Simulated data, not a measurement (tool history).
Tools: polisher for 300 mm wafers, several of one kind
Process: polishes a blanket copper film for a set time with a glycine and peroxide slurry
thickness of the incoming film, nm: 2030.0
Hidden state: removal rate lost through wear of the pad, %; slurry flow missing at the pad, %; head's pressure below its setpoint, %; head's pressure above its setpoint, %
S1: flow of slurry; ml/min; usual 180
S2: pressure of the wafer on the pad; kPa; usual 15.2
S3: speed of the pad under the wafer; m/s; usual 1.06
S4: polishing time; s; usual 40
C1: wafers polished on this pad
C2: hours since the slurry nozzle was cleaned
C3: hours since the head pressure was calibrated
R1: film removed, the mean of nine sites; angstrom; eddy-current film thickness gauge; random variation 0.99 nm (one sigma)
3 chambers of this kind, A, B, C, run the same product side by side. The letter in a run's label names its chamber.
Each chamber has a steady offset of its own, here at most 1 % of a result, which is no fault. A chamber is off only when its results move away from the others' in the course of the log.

run 1A hour=9.8 | S1=180 S2=15.2 S3=1.06 S4=40 | C1=364 C2=339.5 C3=829.2 | R1=1631.2
-- hour=13.6 chamber C: worn pad replaced by a new one
run 2B hour=20.4 | S1=180 S2=15.2 S3=1.06 S4=40 | C1=1017 C2=183.7 C3=200.9 | R1=1646.6
run 3C hour=32.2 | S1=180 S2=15.2 S3=1.06 S4=40 | C1=239 C2=91.5 C3=34.2 | R1=1638.8
run 4A hour=41.6 | S1=180 S2=15.2 S3=1.06 S4=40 | C1=773 C2=371.3 C3=861 | R1=1641.9
-- hour=50.8 chamber A: head pressure recalibrated
run 5C hour=53.1 | S1=180 S2=15.2 S3=1.06 S4=40 | C1=507 C2=112.4 C3=55.1 | R1=1645.4
run 6B hour=65.9 | S1=180 S2=15.2 S3=1.06 S4=40 | C1=1602 C2=229.2 C3=246.4 | R1=1636.7
run 7B hour=76.9 | S1=180 S2=15.2 S3=1.06 S4=40 | C1=1743 C2=240.2 C3=257.4 | R1=1639.1
-- hour=82.5 chamber A: worn pad replaced by a new one
run 8C hour=86.5 | S1=180 S2=15.2 S3=1.06 S4=40 | C1=936 C2=145.8 C3=88.5 | R1=1656.7
run 9A hour=94.7 | S1=180 S2=15.2 S3=1.06 S4=40 | C1=157 C2=424.4 C3=44 | R1=1652.8
run 10B hour=106.6 | S1=155 S2=15.2 S3=1.18 S4=40 | C1=2124 C2=269.9 C3=287.1 | R1=1716.9
run 11C hour=116.6 | S1=155 S2=15.2 S3=1.18 S4=40 | C1=1323 C2=175.9 C3=118.6 | R1=1749.6
-- hour=125.5 chamber C: worn pad replaced by a new one
run 12A hour=125.9 | S1=155 S2=15.2 S3=1.18 S4=40 | C1=557 C2=455.6 C3=75.2 | R1=1753.2
run 13A hour=134.1 | S1=180 S2=15.2 S3=1.06 S4=40 | C1=663 C2=463.8 C3=83.4 | R1=1632.7
run 14B hour=145.7 | S1=180 S2=15.2 S3=1.06 S4=40 | C1=2626 C2=309 C3=326.2 | R1=1601.1
run 15C hour=157.6 | S1=180 S2=15.2 S3=1.06 S4=40 | C1=412 C2=216.9 C3=159.6 | R1=1624.9
run 16B hour=163.5 | S1=180 S2=15.2 S3=1.06 S4=40 | C1=2855 C2=326.8 C3=344 | R1=1591
run 17A hour=170.4 | S1=180 S2=15.2 S3=1.06 S4=40 | C1=1129 C2=500.1 C3=119.7 | R1=1645.1
-- hour=173.3 chamber C: slurry nozzle cleaned
run 18C hour=182.7 | S1=210 S2=19.3 S3=1.06 S4=40 | C1=734 C2=9.4 C3=184.7 | R1=2042.2
-- hour=184.3 chamber A: worn pad replaced by a new one
run 19A hour=188.5 | S1=210 S2=19.3 S3=1.06 S4=40 | C1=54 C2=518.2 C3=137.8 | R1=2027.6
run 20C hour=195.7 | S1=210 S2=19.3 S3=1.06 S4=40 | C1=901 C2=22.4 C3=197.7 | R1=2054.7
run 21B hour=206 | S1=180 S2=15.2 S3=1.06 S4=40 | C1=3401 C2=369.3 C3=386.5 | R1=1573.6
run 22B hour=213.6 | S1=180 S2=15.2 S3=1.06 S4=40 | C1=3498 C2=376.9 C3=394.1 | R1=1567.2
-- hour=218.9 chamber C: worn pad replaced by a new one
run 23C hour=223.6 | S1=180 S2=15.2 S3=1.06 S4=40 | C1=61 C2=50.3 C3=225.6 | R1=1650.4

All 3 chambers run these settings next. Forecast each chamber's results:
run 24A hour=232.9 | S1=180 S2=15.2 S3=1.06 S4=40 | R1=?
run 24B hour=232.9 | S1=180 S2=15.2 S3=1.06 S4=40 | R1=?
run 24C hour=232.9 | S1=180 S2=15.2 S3=1.06 S4=40 | R1=?

run=24A R1=1650.8
run=24B R1=1567.9
run=24C R1=1637
